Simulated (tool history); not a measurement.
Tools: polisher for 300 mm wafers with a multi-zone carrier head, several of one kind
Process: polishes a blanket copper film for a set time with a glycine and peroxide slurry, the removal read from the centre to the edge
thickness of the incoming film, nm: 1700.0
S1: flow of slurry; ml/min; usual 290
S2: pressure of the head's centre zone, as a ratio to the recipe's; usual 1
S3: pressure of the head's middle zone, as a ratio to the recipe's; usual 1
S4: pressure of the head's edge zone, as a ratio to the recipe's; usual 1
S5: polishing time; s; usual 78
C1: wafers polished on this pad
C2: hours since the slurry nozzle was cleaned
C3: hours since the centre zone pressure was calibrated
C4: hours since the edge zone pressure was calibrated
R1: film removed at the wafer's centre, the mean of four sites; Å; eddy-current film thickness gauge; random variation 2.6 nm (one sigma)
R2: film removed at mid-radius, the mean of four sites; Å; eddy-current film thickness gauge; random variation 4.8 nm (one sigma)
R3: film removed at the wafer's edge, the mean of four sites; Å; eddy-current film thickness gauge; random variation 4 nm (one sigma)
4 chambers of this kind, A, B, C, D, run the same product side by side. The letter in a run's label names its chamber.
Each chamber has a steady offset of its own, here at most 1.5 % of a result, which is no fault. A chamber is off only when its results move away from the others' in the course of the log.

Run 1D, hour 3.3: usual settings; C1 515; C2 74.3; C3 611.1; C4 484.4. Result: R1 3248.7 Å, R2 3272.4 Å, R3 3178.6 Å.
Run 2B, hour 6.8: usual settings; C1 85; C2 110.1; C3 299.1; C4 483.5. Result: R1 3244 Å, R2 3263.3 Å, R3 3257.4 Å.
Run 3C, hour 9.7: usual settings; C1 357; C2 161.8; C3 858.5; C4 26.7. Result: R1 3240.9 Å, R2 3315.7 Å, R3 3263.3 Å.
At hour 10.3: chamber A: worn pad replaced by a new one.
Run 4A, hour 15.8: usual settings; C1 51; C2 29.9; C3 250.5; C4 48.9. Result: R1 3242.8 Å, R2 3216.8 Å, R3 3294.4 Å.
Run 5C, hour 19.1: usual settings but S3 0.89, S5 102 s; C1 443; C2 171.2; C3 867.9; C4 36.1. Result: R1 4289.2 Å, R2 3828.5 Å, R3 4287.7 Å.
Run 6D, hour 23.9: usual settings but S3 0.89, S5 102 s; C1 706; C2 94.9; C3 631.7; C4 505. Result: R1 4232.1 Å, R2 3739.6 Å, R3 4164.2 Å.
Run 7A, hour 26.9: usual settings but S3 0.89, S5 102 s; C1 153; C2 41; C3 261.6; C4 60. Result: R1 4301 Å, R2 3813.4 Å, R3 4313.7 Å.
Run 8B, hour 33.1: usual settings but S3 0.89, S5 102 s; C1 328; C2 136.4; C3 325.4; C4 509.8. Result: R1 4212.5 Å, R2 3828.6 Å, R3 4287.8 Å.
Run 9D, hour 38.2: usual settings; C1 838; C2 109.2; C3 646; C4 519.3. Result: R1 3231.3 Å, R2 3138.7 Å, R3 3197.2 Å.
Run 10C, hour 44.7: usual settings; C1 680; C2 196.8; C3 893.5; C4 61.7. Result: R1 3233.4 Å, R2 3239.8 Å, R3 3237.6 Å.
Run 11A, hour 50: usual settings; C1 367; C2 64.1; C3 284.7; C4 83.1. Result: R1 3281.1 Å, R2 3211.2 Å, R3 3303.8 Å.
At hour 52.4: chamber D: edge zone pressure recalibrated.
Run 12B, hour 54.7: usual settings; C1 528; C2 158; C3 347; C4 531.4. Result: R1 3230.2 Å, R2 3339.9 Å, R3 3185.3 Å.
Run 13D, hour 60.5: usual settings but S4 1.06, S5 88 s; C1 1044; C2 131.5; C3 668.3; C4 8.1. Result: R1 3560.8 Å, R2 3502.6 Å, R3 3592.9 Å.
Run 14C, hour 65.8: usual settings but S4 1.06, S5 88 s; C1 875; C2 217.9; C3 914.6; C4 82.8. Result: R1 3643.2 Å, R2 3654.9 Å, R3 3806.4 Å.
Run 15A, hour 69.5: usual settings but S4 1.06, S5 88 s; C1 547; C2 83.6; C3 304.2; C4 102.6. Result: R1 3638.3 Å, R2 3684.8 Å, R3 3793.9 Å.
At hour 73.9: chamber A: worn pad replaced by a new one.
Run 16B, hour 74.2: usual settings but S4 1.06, S5 88 s; C1 708; C2 177.5; C3 366.5; C4 550.9. Result: R1 3650.9 Å, R2 3583.3 Å, R3 3705.9 Å.
Run 17C, hour 79.6: usual settings but S1 260 ml/min, S5 64 s; C1 1003; C2 231.7; C3 928.4; C4 96.6. Result: R1 2628.9 Å, R2 2638.6 Å, R3 2645.6 Å.
Run 18D, hour 86: usual settings but S1 260 ml/min, S5 64 s; C1 1279; C2 157; C3 693.8; C4 33.6. Result: R1 2493.1 Å, R2 2465 Å, R3 2470.8 Å.
At hour 88.4: chamber C: worn pad replaced by a new one.
Run 19B, hour 92.2: usual settings but S1 260 ml/min, S5 64 s; C1 874; C2 195.5; C3 384.5; C4 568.9. Result: R1 2583.3 Å, R2 2563.9 Å, R3 2614.8 Å.
At hour 94.9: chamber D: centre zone pressure recalibrated.
Run 20A, hour 95: usual settings but S1 260 ml/min, S5 64 s; C1 195; C2 109.1; C3 329.7; C4 128.1. Result: R1 2667.2 Å, R2 2628.8 Å, R3 2723.9 Å.
Run 21A, hour 101.2: usual settings; C1 252; C2 115.3; C3 335.9; C4 134.3. Result: R1 3228.6 Å, R2 3162.1 Å, R3 3266.4 Å.
Run 22B, hour 106.8: usual settings; C1 1009; C2 210.1; C3 399.1; C4 583.5. Result: R1 3211 Å, R2 3250.9 Å, R3 3280.8 Å.
Run 23D, hour 111.5: usual settings; C1 1515; C2 182.5; C3 16.6; C4 59.1. Result: R1 2966.9 Å, R2 3014.7 Å, R3 2908.5 Å.
Run 24C, hour 116.8: usual settings; C1 262; C2 268.9; C3 965.6; C4 133.8. Result: R1 3288.2 Å, R2 3195.3 Å, R3 3228.2 Å.
At hour 118.3: chamber B: worn pad replaced by a new one.
Run 25B, hour 122: usual settings; C1 34; C2 225.3; C3 414.3; C4 598.7. Result: R1 3175.2 Å, R2 3106.5 Å, R3 3270.6 Å.

Is one chamber off against the others, does the gauge drift, or is nothing wrong? If a chamber is off, say which, and what the likeliest cause is.

Chamber D drifts away from the others.
Cause: removal rate lost through wear of the pad, % = 9.07.

Here are 4 candidates for chamber D's next run, each the usual settings with a change, their results left as question marks. Which one brings its results back in line with what the others give on the usual settings?
In line means no further than this from the other chambers' mean on the usual settings: R1 91 Å; R2 170 Å; R3 140 Å
Run 26D-1, hour 126.7: usual settings but S5 81 s. Result: R1 ?, R2 ?, R3 ?.
Run 26D-2, hour 126.7: usual settings but S5 75 s. Result: R1 ?, R2 ?, R3 ?.
Run 26D-3, hour 126.7: usual settings but S2 1.01, S4 0.99, S5 71 s. Result: R1 ?, R2 ?, R3 ?.
Run 26D-4, hour 126.7: usual settings but S2 0.99, S4 1.01, S5 85 s. Result: R1 ?, R2 ?, R3 ?.

The other chambers' mean on the usual settings: R1 3229.2 Å; R2 3243.7 Å; R3 3236.7 Å
  run      R1      R2      R3
26D-1  3103.5  3088.8  3060.6
26D-2  2873.6    2860  2833.9
26D-3  2749.7  2707.4  2668.9
26D-4  3221.6  3241.5  3228.4
26D-4 brings the chamber back in line.

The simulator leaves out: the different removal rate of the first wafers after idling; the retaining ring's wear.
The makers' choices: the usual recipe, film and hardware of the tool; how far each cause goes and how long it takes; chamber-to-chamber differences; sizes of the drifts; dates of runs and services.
